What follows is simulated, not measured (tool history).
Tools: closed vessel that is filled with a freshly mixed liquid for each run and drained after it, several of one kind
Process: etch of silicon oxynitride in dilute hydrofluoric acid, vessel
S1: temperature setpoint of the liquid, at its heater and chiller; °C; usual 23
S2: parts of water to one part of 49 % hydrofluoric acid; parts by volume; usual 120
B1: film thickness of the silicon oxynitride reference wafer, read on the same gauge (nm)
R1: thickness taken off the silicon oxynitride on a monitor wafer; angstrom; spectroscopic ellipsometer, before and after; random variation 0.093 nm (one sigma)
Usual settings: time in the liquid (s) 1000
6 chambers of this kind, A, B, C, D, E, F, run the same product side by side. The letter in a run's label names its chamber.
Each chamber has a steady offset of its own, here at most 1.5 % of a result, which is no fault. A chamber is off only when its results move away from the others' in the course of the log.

Run 1C, day 0.288: usual settings; B1 130.02. Result: R1 112.94 angstrom.
At day 0.471: chamber D: thermometer replaced.
Run 2E, day 0.738: usual settings; B1 130.01. Result: R1 113.03 angstrom.
Run 3B, day 1.158: usual settings; B1 130. Result: R1 111.5 angstrom.
Run 4A, day 1.396: usual settings; B1 130.01. Result: R1 111.96 angstrom.
Run 5F, day 1.642: usual settings; B1 129.99. Result: R1 111.7 angstrom.
Run 6D, day 2.096: usual settings; B1 130.01. Result: R1 111.84 angstrom.
Run 7D, day 2.396: usual settings; B1 130.01. Result: R1 111.01 angstrom.
Run 8F, day 2.629: usual settings; B1 129.99. Result: R1 112.56 angstrom.
Run 9B, day 3.079: usual settings; B1 129.95. Result: R1 114.75 angstrom.
At day 3.092: chamber C: hydrofluoric acid flow meter replaced.
Run 10C, day 3.367: usual settings; B1 130. Result: R1 112 angstrom.
Run 11A, day 3.858: usual settings; B1 130. Result: R1 113.18 angstrom.
Run 12E, day 4.092: usual settings; B1 129.98. Result: R1 111.91 angstrom.
Run 13E, day 4.329: usual settings; B1 130.03. Result: R1 111.33 angstrom.
Run 14C, day 4.671: usual settings but time in the liquid (s) 760; B1 130.02. Result: R1 84.647 angstrom.
Run 15B, day 4.979: usual settings but time in the liquid (s) 760; B1 130.02. Result: R1 86.412 angstrom.
Run 16A, day 5.425: usual settings but time in the liquid (s) 760; B1 130. Result: R1 85.876 angstrom.
Run 17F, day 5.733: usual settings but time in the liquid (s) 760; B1 130. Result: R1 86.444 angstrom.
Run 18D, day 6.067: usual settings but time in the liquid (s) 760; B1 129.98. Result: R1 83.003 angstrom.
At day 6.083: chamber B: hydrofluoric acid flow meter replaced.
At day 6.346: chamber E: thermometer replaced.
Run 19B, day 6.471: usual settings but time in the liquid (s) 760; B1 130.02. Result: R1 85.16 angstrom.
Run 20A, day 6.854: usual settings but S1 26 °C, time in the liquid (s) 1380; B1 130.03. Result: R1 180.23 angstrom.
Run 21F, day 7.183: usual settings but S1 26 °C, time in the liquid (s) 1380; B1 130.02. Result: R1 182.21 angstrom.
Run 22D, day 7.496: usual settings but S1 26 °C, time in the liquid (s) 1380; B1 129.98. Result: R1 173.58 angstrom.
Run 23C, day 7.754: usual settings but S1 26 °C, time in the liquid (s) 1380; B1 130. Result: R1 175.76 angstrom.
Run 24E, day 8.142: usual settings but S1 26 °C, time in the liquid (s) 1380; B1 129.99. Result: R1 179.56 angstrom.
At day 8.238: chamber A: hydrofluoric acid flow meter replaced.
Run 25F, day 8.462: usual settings but S1 26 °C, time in the liquid (s) 1380; B1 130.06. Result: R1 180.58 angstrom.
Run 26C, day 8.879: usual settings; B1 129.99. Result: R1 112.94 angstrom.
Run 27D, day 9.279: usual settings; B1 130.01. Result: R1 112.16 angstrom.
Run 28B, day 9.654: usual settings; B1 130.05. Result: R1 113.75 angstrom.
Run 29A, day 10.129: usual settings; B1 130.05. Result: R1 113.62 angstrom.
Run 30E, day 10.471: usual settings; B1 129.97. Result: R1 112.16 angstrom.
Run 31F, day 10.867: usual settings; B1 130.01. Result: R1 113.37 angstrom.
Run 32B, day 11.308: usual settings; B1 129.96. Result: R1 112.49 angstrom.
Run 33D, day 11.629: usual settings; B1 130.04. Result: R1 112.17 angstrom.
Run 34C, day 11.867: usual settings; B1 129.97. Result: R1 113.63 angstrom.
Run 35E, day 12.329: usual settings; B1 130.02. Result: R1 113.04 angstrom.
Run 36A, day 12.729: usual settings; B1 129.97. Result: R1 114.09 angstrom.
Run 37A, day 13.154: usual settings; B1 129.97. Result: R1 111.34 angstrom.
Run 38F, day 13.562: usual settings; B1 130.03. Result: R1 112.64 angstrom.
Run 39E, day 14.012: usual settings; B1 130.03. Result: R1 113.55 angstrom.
Run 40C, day 14.25: usual settings; B1 130.03. Result: R1 112.51 angstrom.
Run 41B, day 14.642: usual settings but S2 140 parts by volume, time in the liquid (s) 565; B1 129.95. Result: R1 53.322 angstrom.

What goes on in this fleet: one chamber off, a drifting gauge, or nothing beyond the chambers' own small offsets? Name the chamber and the cause, if any.

No chamber stands off beyond its own small offset, and the gauge holds steady.
